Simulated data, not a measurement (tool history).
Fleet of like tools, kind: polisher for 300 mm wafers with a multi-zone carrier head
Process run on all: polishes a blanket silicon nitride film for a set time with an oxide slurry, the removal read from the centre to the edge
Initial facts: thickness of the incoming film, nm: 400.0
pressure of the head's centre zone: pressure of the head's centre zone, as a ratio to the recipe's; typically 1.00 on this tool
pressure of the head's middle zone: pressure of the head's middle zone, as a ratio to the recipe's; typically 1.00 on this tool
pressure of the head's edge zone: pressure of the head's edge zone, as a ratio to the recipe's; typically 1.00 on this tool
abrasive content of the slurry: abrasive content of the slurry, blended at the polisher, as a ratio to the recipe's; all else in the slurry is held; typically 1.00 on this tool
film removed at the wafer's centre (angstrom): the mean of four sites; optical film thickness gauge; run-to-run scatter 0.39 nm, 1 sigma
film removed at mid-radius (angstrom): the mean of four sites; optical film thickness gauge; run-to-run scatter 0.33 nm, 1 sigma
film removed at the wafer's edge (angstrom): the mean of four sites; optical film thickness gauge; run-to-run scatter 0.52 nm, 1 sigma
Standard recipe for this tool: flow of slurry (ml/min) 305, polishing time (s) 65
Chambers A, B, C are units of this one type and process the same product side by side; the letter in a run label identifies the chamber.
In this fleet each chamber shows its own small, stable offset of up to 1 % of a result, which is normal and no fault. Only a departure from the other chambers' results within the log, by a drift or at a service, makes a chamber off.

run,hour,flow of slurry (ml/min),pressure of the head's centre zone,pressure of the head's middle zone,pressure of the head's edge zone,abrasive content of the slurry,polishing time (s),film removed at the wafer's centre (angstrom),film removed at mid-radius (angstrom),film removed at the wafer's edge (angstrom)
# hour 10.5: chamber B: worn pad replaced by a new one
# hour 12.3: chamber C: worn pad replaced by a new one
1C,13.2,305,1.00,1.00,1.00,1.00,65,442.25,447.28,429.35
2B,19.5,305,1.00,1.00,1.00,1.00,65,436.51,435.69,436.14
3A,33.6,305,1.00,1.00,1.00,1.00,65,437.62,443.82,442.11
4C,41.8,305,1.00,1.00,1.00,1.00,65,438.95,444.83,446.54
5A,48.0,305,1.00,1.00,1.00,1.00,65,446.87,441.53,439.89
6B,55.5,305,1.00,1.00,1.00,1.00,65,437.95,437.29,444.45
7A,66.4,305,1.00,1.00,1.00,1.00,65,448.52,441.51,439.21
# hour 67.7: chamber A: worn pad replaced by a new one
# hour 73.8: chamber B: slurry nozzle cleaned
8B,74.7,305,1.00,1.00,1.00,1.00,65,434.72,441.16,437.38
9C,85.9,305,1.00,1.00,1.00,1.00,65,438.02,439.89,441.72
# hour 92.0: chamber A: edge zone pressure recalibrated
10A,95.2,305,1.00,1.00,1.00,1.00,65,442.60,440.73,440.38
# hour 101.1: chamber C: worn pad replaced by a new one
11B,105.0,305,0.90,1.05,1.00,1.00,65,386.62,454.88,439.22
12C,117.6,305,0.90,1.05,1.00,1.00,65,391.29,460.16,433.73
# hour 123.2: chamber C: edge zone pressure recalibrated
13B,126.5,305,0.90,1.05,1.00,1.00,65,391.91,458.88,438.59
14A,132.8,305,1.00,1.00,1.00,1.00,65,437.83,437.04,441.87
15C,145.3,305,1.00,1.00,1.00,1.00,65,436.42,437.53,440.69
# hour 147.1: chamber A: worn pad replaced by a new one
16C,157.4,305,1.00,1.00,1.00,1.00,65,443.31,439.88,431.10
17B,165.5,305,1.00,1.00,1.00,1.00,65,438.61,438.67,442.28
# hour 178.5: chamber B: worn pad replaced by a new one
18A,178.6,305,1.00,1.00,1.00,1.00,65,441.47,434.61,435.40
# hour 190.0: chamber C: worn pad replaced by a new one
19A,191.7,305,1.00,1.00,1.00,1.00,65,444.92,441.46,433.35
# hour 192.3: chamber B: centre zone pressure recalibrated
20C,204.3,305,1.00,1.00,1.00,1.00,65,441.87,442.10,439.68
21B,218.0,305,1.00,1.00,1.00,1.00,65,464.71,433.64,440.58
22A,231.5,305,1.00,1.00,1.00,1.00,65,437.50,445.91,442.48
# hour 236.0: chamber B: edge zone pressure recalibrated
# hour 236.4: chamber A: worn pad replaced by a new one
23C,245.2,305,1.00,1.00,1.00,1.00,65,446.22,437.46,431.73
24B,257.2,305,1.00,1.00,1.00,1.00,65,461.40,435.81,430.62
25A,266.0,305,1.00,1.00,1.00,1.00,65,432.97,440.70,439.94
26B,276.9,305,1.00,1.00,1.00,1.00,65,462.54,444.12,431.58
27C,285.5,305,1.00,1.00,1.00,1.00,65,438.39,443.22,439.97
# hour 286.3: chamber C: worn pad replaced by a new one
# hour 286.8: chamber C: slurry nozzle cleaned
28B,296.9,305,1.00,1.00,1.00,1.00,65,459.58,433.06,439.18
29A,309.0,305,0.91,1.00,1.00,1.00,84,515.36,562.94,562.89
30C,316.5,305,0.91,1.00,1.00,1.00,84,520.18,567.68,556.97
# hour 320.4: chamber A: worn pad replaced by a new one
31B,329.9,305,0.91,1.00,1.00,1.00,84,539.60,573.84,573.89
32A,336.4,305,1.00,1.00,0.93,1.00,65,443.39,441.68,430.78
33C,342.6,305,1.00,1.00,0.93,1.00,65,441.04,442.59,416.92
# hour 351.3: chamber B: worn pad replaced by a new one
34A,352.7,305,1.00,1.00,0.93,1.00,65,451.53,442.27,423.39
35C,361.9,305,1.00,1.00,1.00,1.00,65,440.21,441.51,432.21
36B,369.8,305,1.00,1.00,1.00,1.00,65,455.34,435.81,438.67
# hour 376.9: chamber C: worn pad replaced by a new one
37C,378.1,305,1.00,1.00,1.00,1.00,65,451.55,438.78,428.70
38A,388.7,305,1.00,1.00,1.00,1.00,65,446.38,433.23,443.54
39B,402.3,305,1.00,1.00,1.00,1.00,65,467.48,435.30,445.78
# hour 413.1: chamber A: worn pad replaced by a new one
40B,414.3,305,1.00,1.00,1.00,1.00,65,463.99,436.37,443.45
41A,426.8,305,1.00,1.00,1.00,1.00,65,447.39,441.67,437.84
42C,433.9,305,1.00,1.00,1.00,1.00,65,437.46,443.40,433.08
43C,446.9,305,1.00,1.00,1.00,1.25,65,486.64,484.52,485.99

Predict what each chamber gives when all 3 of them run the settings below next.
44A,457.2,305,1.00,1.00,1.00,1.00,65,?,?,?
44B,457.2,305,1.00,1.00,1.00,1.00,65,?,?,?
44C,457.2,305,1.00,1.00,1.00,1.00,65,?,?,?

run,film removed at the wafer's centre (angstrom),film removed at mid-radius (angstrom),film removed at the wafer's edge (angstrom)
44A,445.29,443.42,441.07
44B,458.02,434.69,446.46
44C,444.28,438.52,434.89
